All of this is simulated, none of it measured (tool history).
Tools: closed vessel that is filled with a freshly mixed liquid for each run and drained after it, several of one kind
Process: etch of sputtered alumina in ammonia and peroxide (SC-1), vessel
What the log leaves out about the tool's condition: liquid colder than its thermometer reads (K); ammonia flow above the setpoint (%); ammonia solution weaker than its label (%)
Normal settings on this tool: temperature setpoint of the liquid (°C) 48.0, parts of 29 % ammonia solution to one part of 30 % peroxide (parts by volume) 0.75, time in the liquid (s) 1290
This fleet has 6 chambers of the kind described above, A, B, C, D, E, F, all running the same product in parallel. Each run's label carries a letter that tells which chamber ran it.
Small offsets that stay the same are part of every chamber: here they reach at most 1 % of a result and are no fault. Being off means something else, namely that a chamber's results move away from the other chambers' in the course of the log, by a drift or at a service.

run,hour,temperature setpoint of the liquid (°C),parts of 29 % ammonia solution to one part of 30 % peroxide (parts by volume),time in the liquid (s),hours since the thermometer was replaced,hours since the ammonia flow meter was replaced,hours since the drum of ammonia solution was connected,"read-back film thickness of the sputtered alumina reference wafer, read on the same gauge (nm)",thickness taken off the sputtered alumina on a monitor wafer (angstrom)
1A,8.8,48.0,0.75,1290,1180.5,1694.8,150.0,89.998,522.42
2C,17.8,48.0,0.75,1290,346.2,471.3,111.8,90.005,527.16
3F,24.5,48.0,0.75,1290,459.2,1652.0,344.8,90.001,528.88
# hour 25.4: chamber E: new drum of ammonia solution connected
4D,32.0,48.0,0.75,1290,510.6,903.9,49.0,89.998,532.77
5B,39.0,48.0,0.75,1290,799.4,403.0,375.0,90.004,522.24
6E,45.1,48.0,0.75,880,861.1,295.4,19.7,89.990,361.64
7E,51.1,48.0,0.75,880,867.1,301.4,25.7,90.025,359.59
8C,59.5,48.0,0.75,880,387.9,513.0,153.5,89.993,359.91
9F,63.6,48.0,0.75,880,498.3,1691.1,383.9,89.973,361.36
10A,69.9,48.0,0.75,880,1241.6,1755.9,211.1,89.998,361.20
11D,76.0,48.0,0.75,880,554.6,947.9,93.0,89.995,365.42
12B,80.2,48.0,0.75,1290,840.6,444.2,416.2,90.004,525.47
13B,88.2,48.0,0.75,1290,848.6,452.2,424.2,89.999,524.02
# hour 88.7: chamber D: ammonia flow meter replaced
14D,93.3,48.0,0.75,1290,571.9,4.7,110.3,89.980,535.77
15F,100.2,48.0,0.75,1290,534.9,1727.7,420.5,90.007,524.79
16E,108.0,48.0,0.75,1290,924.0,358.3,82.6,89.973,532.28
17C,116.5,48.0,0.75,1290,444.9,570.0,210.5,90.003,526.75
18A,122.1,48.0,0.75,1290,1293.8,1808.1,263.3,89.997,526.38
19E,129.4,48.0,0.75,1290,945.4,379.7,104.0,89.984,529.26
20B,136.9,48.0,0.75,1025,897.3,500.9,472.9,89.980,420.75
21D,143.3,48.0,0.75,1025,621.9,54.7,160.3,89.991,423.80
22F,151.3,48.0,0.75,1025,586.0,1778.8,471.6,89.996,410.66
23A,156.0,48.0,0.75,1025,1327.7,1842.0,297.2,90.012,422.60
24C,160.7,48.0,0.75,1025,489.1,614.2,254.7,89.999,418.04
25B,166.9,48.0,0.75,1025,927.3,530.9,502.9,90.005,415.03
26F,171.0,56.5,1.05,1290,605.7,1798.5,491.3,90.016,839.61
27D,178.1,56.5,1.05,1290,656.7,89.5,195.1,90.002,859.89
28A,183.9,56.5,1.05,1290,1355.6,1869.9,325.1,90.014,845.30
29E,188.0,56.5,1.05,1290,1004.0,438.3,162.6,90.003,867.13
30C,194.5,56.5,1.05,1290,522.9,648.0,288.5,89.995,861.94
31B,198.8,56.5,1.05,1290,959.2,562.8,534.8,89.970,851.73
32F,203.0,48.0,0.75,1290,637.7,1830.5,523.3,90.010,511.00
33A,210.8,48.0,0.75,1290,1382.5,1896.8,352.0,90.002,523.71
34D,218.8,57.5,0.75,1290,697.4,130.2,235.8,90.013,873.34
# hour 223.3: chamber F: ammonia flow meter replaced
35C,223.3,57.5,0.75,1290,551.7,676.8,317.3,90.022,878.02
# hour 226.4: chamber B: new drum of ammonia solution connected
36E,232.2,57.5,0.75,1290,1048.2,482.5,206.8,90.008,883.54
37B,238.5,57.5,0.75,1290,998.9,602.5,12.2,90.020,868.77
38C,245.7,57.5,0.75,1290,574.1,699.2,339.7,89.972,876.89
39A,252.9,57.5,0.75,1290,1424.6,1938.9,394.1,89.991,869.08
40E,257.3,57.5,0.75,1290,1073.3,507.6,231.9,89.994,894.06
41F,263.5,57.5,0.75,1290,698.2,40.3,583.8,89.992,849.25

Is one chamber off against the others, does the gauge drift, or is nothing wrong? If a chamber is off, say which, and what the likeliest cause is.

One chamber, F, drifts off from the rest bit by bit.
Cause: liquid colder than its thermometer reads (K) = 0.987.

Below are 4 candidate recipes for chamber F's next run, each the usual settings with a change, their results shown as question marks. Which of them brings F's results back in line with what the other chambers give on the usual settings?
Counts as in line when no further than this from what the other chambers average on the usual settings: thickness taken off the sputtered alumina on a monitor wafer (angstrom) 9.80
42F-1,270.0,49.0,0.75,1365,,,,,?
42F-2,270.0,46.0,0.75,1290,,,,,?
42F-3,270.0,47.5,0.75,1255,,,,,?
42F-4,270.0,48.0,1.20,1290,,,,,?

Other chambers, usual settings, mean: thickness taken off the sputtered alumina on a monitor wafer (angstrom) 527.94
run,thickness taken off the sputtered alumina on a monitor wafer (angstrom)
42F-1,563.13
42F-2,448.42
42F-3,475.48
42F-4,525.70
Change 42F-4 lands the chamber within the allowed miss of the other chambers.
